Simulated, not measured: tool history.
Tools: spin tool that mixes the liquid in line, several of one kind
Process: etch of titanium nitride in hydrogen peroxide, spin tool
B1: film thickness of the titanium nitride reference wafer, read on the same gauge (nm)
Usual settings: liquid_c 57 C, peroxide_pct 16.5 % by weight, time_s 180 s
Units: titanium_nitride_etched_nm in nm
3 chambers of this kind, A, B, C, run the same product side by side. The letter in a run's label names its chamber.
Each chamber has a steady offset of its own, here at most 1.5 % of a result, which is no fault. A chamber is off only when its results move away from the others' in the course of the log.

-- hour=3.3 chamber A: peroxide flow meter replaced
run 1C hour=7.1 | liquid_c=57 peroxide_pct=16.5 time_s=180 | B1=99.947 | titanium_nitride_etched_nm=11.224
-- hour=10.9 chamber B: thermometer replaced
run 2A hour=15.7 | liquid_c=57 peroxide_pct=16.5 time_s=180 | B1=100.01 | titanium_nitride_etched_nm=11.486
run 3B hour=20.9 | liquid_c=57 peroxide_pct=16.5 time_s=180 | B1=100.02 | titanium_nitride_etched_nm=11.266
run 4C hour=26.3 | liquid_c=57 peroxide_pct=16.5 time_s=180 | B1=99.979 | titanium_nitride_etched_nm=11.358
run 5B hour=32.1 | liquid_c=57 peroxide_pct=16.5 time_s=180 | B1=99.996 | titanium_nitride_etched_nm=11.466
run 6A hour=39.4 | liquid_c=57 peroxide_pct=16.5 time_s=180 | B1=99.99 | titanium_nitride_etched_nm=11.414
run 7C hour=46.7 | liquid_c=57 peroxide_pct=16.5 time_s=180 | B1=99.992 | titanium_nitride_etched_nm=11.219
run 8B hour=51.3 | liquid_c=50 peroxide_pct=16.5 time_s=180 | B1=99.999 | titanium_nitride_etched_nm=6.9665
run 9A hour=56.8 | liquid_c=50 peroxide_pct=16.5 time_s=180 | B1=99.975 | titanium_nitride_etched_nm=7.0229
run 10C hour=66.2 | liquid_c=50 peroxide_pct=16.5 time_s=180 | B1=99.991 | titanium_nitride_etched_nm=6.9545
run 11B hour=74.7 | liquid_c=57 peroxide_pct=16.5 time_s=180 | B1=100.01 | titanium_nitride_etched_nm=11.474
run 12A hour=79.7 | liquid_c=57 peroxide_pct=16.5 time_s=180 | B1=100.05 | titanium_nitride_etched_nm=11.491
run 13B hour=84.3 | liquid_c=57 peroxide_pct=16.5 time_s=180 | B1=100.01 | titanium_nitride_etched_nm=11.354
run 14A hour=88.8 | liquid_c=57 peroxide_pct=16.5 time_s=180 | B1=100.01 | titanium_nitride_etched_nm=11.387
run 15C hour=97.1 | liquid_c=57 peroxide_pct=16.5 time_s=180 | B1=99.974 | titanium_nitride_etched_nm=11.229
run 16B hour=106 | liquid_c=57 peroxide_pct=16.5 time_s=180 | B1=99.965 | titanium_nitride_etched_nm=11.383
run 17C hour=114.6 | liquid_c=57 peroxide_pct=16.5 time_s=180 | B1=99.998 | titanium_nitride_etched_nm=11.395
run 18A hour=119.3 | liquid_c=57 peroxide_pct=16.5 time_s=180 | B1=100 | titanium_nitride_etched_nm=11.465
run 19C hour=123.4 | liquid_c=57 peroxide_pct=16.5 time_s=180 | B1=100.03 | titanium_nitride_etched_nm=11.238
run 20A hour=130.4 | liquid_c=57 peroxide_pct=16.5 time_s=180 | B1=99.991 | titanium_nitride_etched_nm=11.531

Next, every chamber runs the same settings. What will each give?
run 21A hour=137.2 | liquid_c=57 peroxide_pct=16.5 time_s=180 | titanium_nitride_etched_nm=?
run 21B hour=137.2 | liquid_c=57 peroxide_pct=16.5 time_s=180 | titanium_nitride_etched_nm=?
run 21C hour=137.2 | liquid_c=57 peroxide_pct=16.5 time_s=180 | titanium_nitride_etched_nm=?

run=21A titanium_nitride_etched_nm=11.436
run=21B titanium_nitride_etched_nm=11.221
run=21C titanium_nitride_etched_nm=11.341
